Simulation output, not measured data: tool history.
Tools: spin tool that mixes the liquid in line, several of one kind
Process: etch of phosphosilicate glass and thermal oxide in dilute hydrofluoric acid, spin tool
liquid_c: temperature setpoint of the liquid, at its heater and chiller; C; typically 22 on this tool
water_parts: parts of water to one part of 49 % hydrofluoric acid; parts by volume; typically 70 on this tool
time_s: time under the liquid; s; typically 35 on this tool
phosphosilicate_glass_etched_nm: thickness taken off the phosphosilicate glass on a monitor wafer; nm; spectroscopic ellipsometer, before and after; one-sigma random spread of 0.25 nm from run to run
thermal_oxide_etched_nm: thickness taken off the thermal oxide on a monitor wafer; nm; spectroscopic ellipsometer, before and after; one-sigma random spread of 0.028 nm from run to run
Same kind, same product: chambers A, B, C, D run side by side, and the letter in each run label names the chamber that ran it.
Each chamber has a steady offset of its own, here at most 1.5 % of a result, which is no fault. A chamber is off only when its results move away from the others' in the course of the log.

run	hour	liquid_c	water_parts	time_s	hours since the thermometer was replaced	hours since the hydrofluoric acid flow meter was replaced	read-back film thickness of the phosphosilicate glass reference wafer, read on the same gauge (nm)	read-back film thickness of the thermal oxide reference wafer, read on the same gauge (nm)	phosphosilicate_glass_etched_nm	thermal_oxide_etched_nm
1B	4.8	22	70	35	446.3	56.1	100.01	49.996	38.596	2.1846
2A	11.6	22	70	35	349.2	460	99.996	50.008	38.252	2.1422
3C	16.5	22	70	35	128.6	1102.7	99.993	50.005	39.134	2.1856
4D	20.8	22	70	35	724.3	1553.2	99.991	50.013	38.881	2.1898
5B	26.1	22	70	35	467.6	77.4	99.956	50.008	38.978	2.1442
6A	31.9	22	70	35	369.5	480.3	100.04	50	38.589	2.1103
7C	35.3	22	70	35	147.4	1121.5	99.947	49.999	38.794	2.1705
8D	41.2	22	70	35	744.7	1573.6	99.949	49.991	38.411	2.2281
9A	46.5	22	70	35	384.1	494.9	100.02	50.005	38.666	2.1586
10C	50.9	22	70	45	163	1137.1	100.02	50	49.743	2.8134
11B	57.2	22	70	45	498.7	108.5	99.981	50.008	49.494	2.7633
12D	63.7	22	70	45	767.2	1596.1	100.01	50.013	49.048	2.8634
13A	67.9	22	70	45	405.5	516.3	99.975	49.996	49.272	2.7466
14B	71.5	22	70	35	513	122.8	100.03	49.987	38.635	2.2318
15D	75.4	22	70	35	778.9	1607.8	100.01	49.983	38.179	2.2149
# hour 75.5: chamber D: hydrofluoric acid flow meter replaced
16C	81.6	22	70	35	193.7	1167.8	99.945	49.999	38.793	2.1544
17A	88.5	22	70	35	426.1	536.9	100	50.01	38.506	2.1809
18C	93.9	22	70	35	206	1180.1	99.987	49.991	39.05	2.1705
19B	100.3	22	70	35	541.8	151.6	100.02	50.001	38.701	2.1203
20D	104.1	22	70	35	807.6	28.7	100	50.004	38.157	2.1658
21B	107.6	22	70	35	549.1	158.9	99.987	50.004	38.72	2.1728
22A	113.2	22	70	35	450.8	561.6	100.03	49.993	38.74	2.0935
23D	116.6	22	70	35	820.1	41.2	100	50.006	38.461	2.1834
24C	123.7	22	70	35	235.8	1209.9	99.975	49.981	39.083	2.1371
25A	128.3	22	70	35	465.9	576.7	100.01	50	38.613	2.1663
26D	134.5	22	70	35	838	59.1	100.01	50.025	38.057	2.1485
27B	140.6	22	70	35	582.1	191.9	100.01	50.012	38.428	2.1738
28C	145.5	22	70	35	257.6	1231.7	100.01	49.992	39.371	2.1287
29C	149.9	22	70	35	262	1236.1	100.02	49.996	39.054	2.1633
30D	154.6	22	70	35	858.1	79.2	100.02	49.996	38.369	2.2301
31A	158.1	22	90	35	495.7	606.5	99.973	50.03	29.006	1.6661

Decide between three cases: one chamber stands off from its peers, the gauge reading all wafers drifts, or nothing is wrong past each chamber's small offset. Where a chamber is off, say which and what most likely put it there.

No chamber is off and the gauge is stable; the differences are just each chamber's small, constant offset.
